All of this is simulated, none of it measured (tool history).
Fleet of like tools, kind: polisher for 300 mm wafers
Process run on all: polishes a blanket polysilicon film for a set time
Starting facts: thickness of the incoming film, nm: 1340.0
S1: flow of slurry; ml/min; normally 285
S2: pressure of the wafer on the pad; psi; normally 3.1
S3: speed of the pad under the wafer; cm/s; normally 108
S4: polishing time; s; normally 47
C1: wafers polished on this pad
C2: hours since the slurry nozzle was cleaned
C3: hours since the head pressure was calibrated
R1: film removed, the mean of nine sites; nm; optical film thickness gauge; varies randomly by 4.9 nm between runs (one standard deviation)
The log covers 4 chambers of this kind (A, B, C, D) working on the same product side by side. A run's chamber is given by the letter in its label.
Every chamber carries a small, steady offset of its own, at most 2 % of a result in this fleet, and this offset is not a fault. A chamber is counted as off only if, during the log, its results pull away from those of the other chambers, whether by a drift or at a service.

run   hour   S1   S2   S3  S4    C1     C2      C3      R1
       2.8  -- chamber B: worn pad replaced by a new one
 1C    4.6  285  3.1  108  47   752  217.6  1377.9  429.08
 2D    8.5  285  3.1  108  47   307   40.1   306.3  436.32
      11.8  -- chamber A: worn pad replaced by a new one
 3B   13.1  285  3.1  108  47   112  204.0   574.9  436.28
 4A   18.5  285  3.1  108  47    74  411.7   619.3  442.22
 5D   21.7  285  3.1  108  47   450   53.3   319.5  436.85
 6A   26.5  235  2.6  108  47   161  419.7   627.3  366.48
 7B   30.4  235  2.6  108  47   300  221.3   592.2  367.36
 8C   33.8  235  2.6  108  47  1070  246.8  1407.1  352.93
      35.4  -- chamber C: worn pad replaced by a new one
 9C   36.6  235  2.6  108  47    14  249.6  1409.9  361.59
10B   40.8  285  3.1  108  47   414  231.7   602.6  434.98
11D   45.5  285  3.1  108  57   710   77.1   343.3  511.23
12A   48.0  285  3.1  108  57   395  441.2   648.8  530.80
13D   51.7  285  3.1  108  57   777   83.3   349.5  515.75
      53.5  -- chamber D: head pressure recalibrated
14B   55.9  285  3.1  108  57   578  246.8   617.7  531.07
15A   59.4  285  3.1  108  47   519  452.6   660.2  441.87
16C   62.1  210  3.1  108  47   291  275.1  1435.4  413.31
      63.3  -- chamber B: slurry nozzle cleaned
17D   67.3  210  3.1  108  47   947   98.9    13.9  408.57
      68.4  -- chamber A: head pressure recalibrated
18B   69.7  210  3.1  108  47   728    6.5   631.5  421.60
19C   72.2  210  3.1  108  47   401  285.2  1445.5  420.23
      73.4  -- chamber D: worn pad replaced by a new one
20A   75.9  285  2.7   84  47   699  469.1     7.6  300.85
      76.7  -- chamber C: head pressure recalibrated
21A   79.6  285  2.7   84  47   739  472.8    11.3  294.09
      82.5  -- chamber B: worn pad replaced by a new one
22B   83.1  285  2.7   84  47     7   19.9   644.9  303.97
23D   88.1  285  2.7   84  47   161  119.7    34.7  286.69
24C   93.0  285  3.1  108  47   628  306.0    16.4  428.04
25D   95.4  285  3.1  108  47   240  127.0    42.0  427.45
26C   99.6  285  3.1  108  47   700  312.6    23.0  423.08
27B  105.0  285  3.1  108  47   245   41.8   666.8  445.82
28A  109.5  285  3.1  108  47  1065  502.7    41.2  439.82
29B  113.3  245  3.1  108  47   335   50.1   675.1  432.52
30D  118.6  245  3.1  108  47   493  150.2    65.2  425.28
31C  122.0  245  3.1  108  47   944  335.0    45.4  417.62
32A  124.6  245  3.1  108  47  1229  517.8    56.3  434.02
     127.2  -- chamber C: worn pad replaced by a new one
33C  127.6  285  3.1  108  47     4  340.6    51.0  435.08
     129.3  -- chamber A: worn pad replaced by a new one
34D  131.8  285  3.1  108  47   637  163.4    78.4  430.77
35A  135.8  285  3.1  108  47    71  529.0    67.5  444.95
36B  139.2  285  3.1  108  47   618   76.0   701.0  438.62
37B  142.8  285  3.1  120  47   657   79.6   704.6  489.72
38C  147.3  285  3.1  120  47   218  360.3    70.7  478.75
39A  150.4  285  3.1  120  47   230  543.6    82.1  484.87
40D  153.1  285  3.1  120  47   869  184.7    99.7  476.30

One chamber off, gauge drift, or nothing amiss beyond the chambers' own small offsets? If it is a chamber, which one, and what is the likeliest cause?

No chamber is off and the gauge is stable; the differences are just each chamber's small, constant offset.

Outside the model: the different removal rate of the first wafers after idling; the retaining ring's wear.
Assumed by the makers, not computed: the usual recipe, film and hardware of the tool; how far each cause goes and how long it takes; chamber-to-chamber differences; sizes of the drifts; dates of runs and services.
